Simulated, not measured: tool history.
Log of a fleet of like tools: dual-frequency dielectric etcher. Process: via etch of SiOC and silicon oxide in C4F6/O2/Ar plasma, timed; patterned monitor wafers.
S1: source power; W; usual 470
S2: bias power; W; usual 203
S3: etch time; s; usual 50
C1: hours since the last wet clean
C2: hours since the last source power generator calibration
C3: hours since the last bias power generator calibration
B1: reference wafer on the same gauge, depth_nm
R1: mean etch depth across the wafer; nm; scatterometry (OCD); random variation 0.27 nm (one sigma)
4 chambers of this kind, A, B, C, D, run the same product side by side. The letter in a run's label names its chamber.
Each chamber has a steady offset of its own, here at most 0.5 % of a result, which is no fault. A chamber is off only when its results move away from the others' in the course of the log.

Run 1A, hour 4: usual settings; C1 272.6; C2 2168.2; C3 688.1; B1 63.387. Result: R1 62.113 nm.
Run 2D, hour 8.3: usual settings; C1 160.2; C2 858.1; C3 1528.7; B1 63.469. Result: R1 62.367 nm.
Run 3B, hour 11.2: usual settings; C1 197.8; C2 1123.7; C3 836.1; B1 63.396. Result: R1 62.218 nm.
Run 4C, hour 16.1: usual settings; C1 80.8; C2 439; C3 1520.8; B1 63.402. Result: R1 62.425 nm.
Run 5B, hour 21: usual settings; C1 207.6; C2 1133.5; C3 845.9; B1 63.397. Result: R1 62.81 nm.
Run 6D, hour 24: usual settings but S2 186 W; C1 175.9; C2 873.8; C3 1544.4; B1 63.381. Result: R1 60.952 nm.
Run 7C, hour 28.7: usual settings but S2 186 W; C1 93.4; C2 451.6; C3 1533.4; B1 63.432. Result: R1 60.903 nm.
Run 8A, hour 33.7: usual settings but S2 186 W; C1 302.3; C2 2197.9; C3 717.8; B1 63.424. Result: R1 60.761 nm.
Run 9A, hour 36.6: usual settings but S2 186 W; C1 305.2; C2 2200.8; C3 720.7; B1 63.443. Result: R1 61.024 nm.
Run 10B, hour 40.8: usual settings; C1 227.4; C2 1153.3; C3 865.7; B1 63.426. Result: R1 63.127 nm.
Run 11D, hour 46.6: usual settings but S1 410 W, S2 248 W; C1 198.5; C2 896.4; C3 1567; B1 63.379. Result: R1 63.379 nm.
Run 12C, hour 51.5: usual settings but S1 410 W, S2 248 W; C1 116.2; C2 474.4; C3 1556.2; B1 63.36. Result: R1 63.099 nm.
Run 13C, hour 55.2: usual settings but S1 410 W, S2 248 W; C1 119.9; C2 478.1; C3 1559.9; B1 63.474. Result: R1 63.975 nm.
Run 14D, hour 58.7: usual settings but S1 410 W, S2 248 W; C1 210.6; C2 908.5; C3 1579.1; B1 63.459. Result: R1 63.221 nm.
Run 15A, hour 62.8: usual settings; C1 331.4; C2 2227; C3 746.9; B1 63.432. Result: R1 62.141 nm.
Run 16B, hour 68.6: usual settings; C1 255.2; C2 1181.1; C3 893.5; B1 63.378. Result: R1 62.88 nm.
Run 17B, hour 71.9: usual settings; C1 258.5; C2 1184.4; C3 896.8; B1 63.378. Result: R1 62.75 nm.
Run 18D, hour 77.1: usual settings; C1 229; C2 926.9; C3 1597.5; B1 63.383. Result: R1 62.233 nm.
Run 19C, hour 81.4: usual settings; C1 146.1; C2 504.3; C3 1586.1; B1 63.363. Result: R1 62.955 nm.
Run 20A, hour 87.3: usual settings; C1 355.9; C2 2251.5; C3 771.4; B1 63.499. Result: R1 62.276 nm.
Run 21C, hour 91.3: usual settings; C1 156; C2 514.2; C3 1596; B1 63.432. Result: R1 62.391 nm.
Run 22A, hour 96.6: usual settings; C1 365.2; C2 2260.8; C3 780.7; B1 63.487. Result: R1 61.716 nm.
Run 23B, hour 101.5: usual settings; C1 288.1; C2 1214; C3 926.4; B1 63.359. Result: R1 62.266 nm.
Run 24D, hour 107.5: usual settings; C1 259.4; C2 957.3; C3 1627.9; B1 63.393. Result: R1 61.997 nm.
Run 25B, hour 110.1: usual settings; C1 296.7; C2 1222.6; C3 935; B1 63.423. Result: R1 62.302 nm.
Run 26C, hour 115.7: usual settings; C1 180.4; C2 538.6; C3 1620.4; B1 63.425. Result: R1 62.578 nm.

What goes on in this fleet: one chamber off, a drifting gauge, or nothing beyond the chambers' own small offsets? Name the chamber and the cause, if any.

No chamber stands off beyond its own small offset, and the gauge holds steady.
